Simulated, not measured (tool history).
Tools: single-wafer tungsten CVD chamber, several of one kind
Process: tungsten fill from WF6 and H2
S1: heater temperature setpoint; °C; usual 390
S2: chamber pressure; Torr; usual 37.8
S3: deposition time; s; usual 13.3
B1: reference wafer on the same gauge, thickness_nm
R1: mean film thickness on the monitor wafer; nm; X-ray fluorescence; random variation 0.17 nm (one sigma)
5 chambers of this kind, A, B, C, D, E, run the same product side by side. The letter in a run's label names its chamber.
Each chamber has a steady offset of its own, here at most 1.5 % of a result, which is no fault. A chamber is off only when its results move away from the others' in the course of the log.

run   hour   S1    S2    S3      B1      R1
 1A    5.6  390  37.8  13.3  30.621  35.773
 2D   12.5  390  37.8  13.3  30.599  36.184
 3E   17.7  390  37.8  13.3   30.59  36.038
 4B   25.3  390  37.8  13.3  30.588  35.871
 5C   31.9  390  37.8  13.3  30.598  35.549
 6A   36.2  390  37.8  13.3  30.572  35.546
 7C   42.5  390  37.8  13.3  30.632  35.326
 8B   48.2  390  37.8  13.3  30.616  35.661
 9D   56.4  390  37.8  13.3  30.604   36.22
10E   61.6  390  37.8  13.3  30.602  36.003
11B   65.7  390  37.8  13.3  30.644  35.802
12A   72.8  390  37.8  13.3  30.598  35.643
13C   79.5  390  37.8  13.3  30.603  35.376
14E   86.5  390  37.8  13.3  30.593  35.663
15D   90.4  386  37.8  15.8  30.571  39.439
16E   96.6  386  37.8  15.8  30.606  39.687
17A  103.9  386  37.8  15.8  30.611   39.39
18D  112.4  386  37.8  15.8  30.593  39.744
19C  116.3  386  37.8  15.8  30.631   38.81
20B  120.4  390  37.8  13.3  30.626  36.032
21B  126.5  390  37.8  13.3  30.609  35.796
22C  132.4  390  37.8  13.3  30.592  35.379
23A  138.6  390  37.8  13.3  30.613  35.815
24E  143.9  390  37.8  13.3  30.565  35.719
25D  150.3  390  37.8  13.3  30.572  36.192
26C  156.5  390  37.8  13.3  30.591  35.527
27E  163.7  390  37.8  13.3  30.587  35.533
28D  171.8  390  37.8  13.3  30.586  35.808
29B  180.2  395  37.8  13.3  30.599  39.514
30A  188.7  395  37.8  13.3  30.616  39.553
31B  192.9  395  37.8  13.3  30.599  39.391
32A  201.1  395  37.8  13.3   30.63  39.499
33D  209.6  395  37.8  13.3    30.6  39.505
34C  216.9  390  37.8  13.3  30.592  35.554
35E  224.8  390  37.8  13.3  30.605  34.678
36E  229.6  390  37.8  13.3  30.602  34.761
37A  237.8  381  45.3  13.3  30.623  32.239
38C  245.5  381  45.3  13.3  30.619  32.148
39D  249.2  381  45.3  13.3  30.612  32.917

What goes on in this fleet: one chamber off, a drifting gauge, or nothing beyond the chambers' own small offsets? Name the chamber and the cause, if any.

Chamber E drifts away from the others.
Cause: wafer temperature below the value expected at the setpoint (K) = 2.2.
The log may not tell that from: true pressure below the setpoint (%).

Here are 4 candidates for chamber E's next run, each the usual settings with a change, their results left as question marks. Which one brings its results back in line with what the others give on the usual settings?
In line means no further than this from the other chambers' mean on the usual settings: R1 0.59 nm
40E-1  255.3  390  37.1  12.9       ?
40E-2  255.3  390  38.5  13.7       ?
40E-3  255.3  392  38.3  13.6       ?
40E-4  255.3  388  37.3    13       ?

The other chambers' mean on the usual settings: R1 35.731 nm
  run      R1
40E-1  33.109
40E-2  35.762
40E-3  36.823
40E-4  32.164
40E-2 brings the chamber back in line.
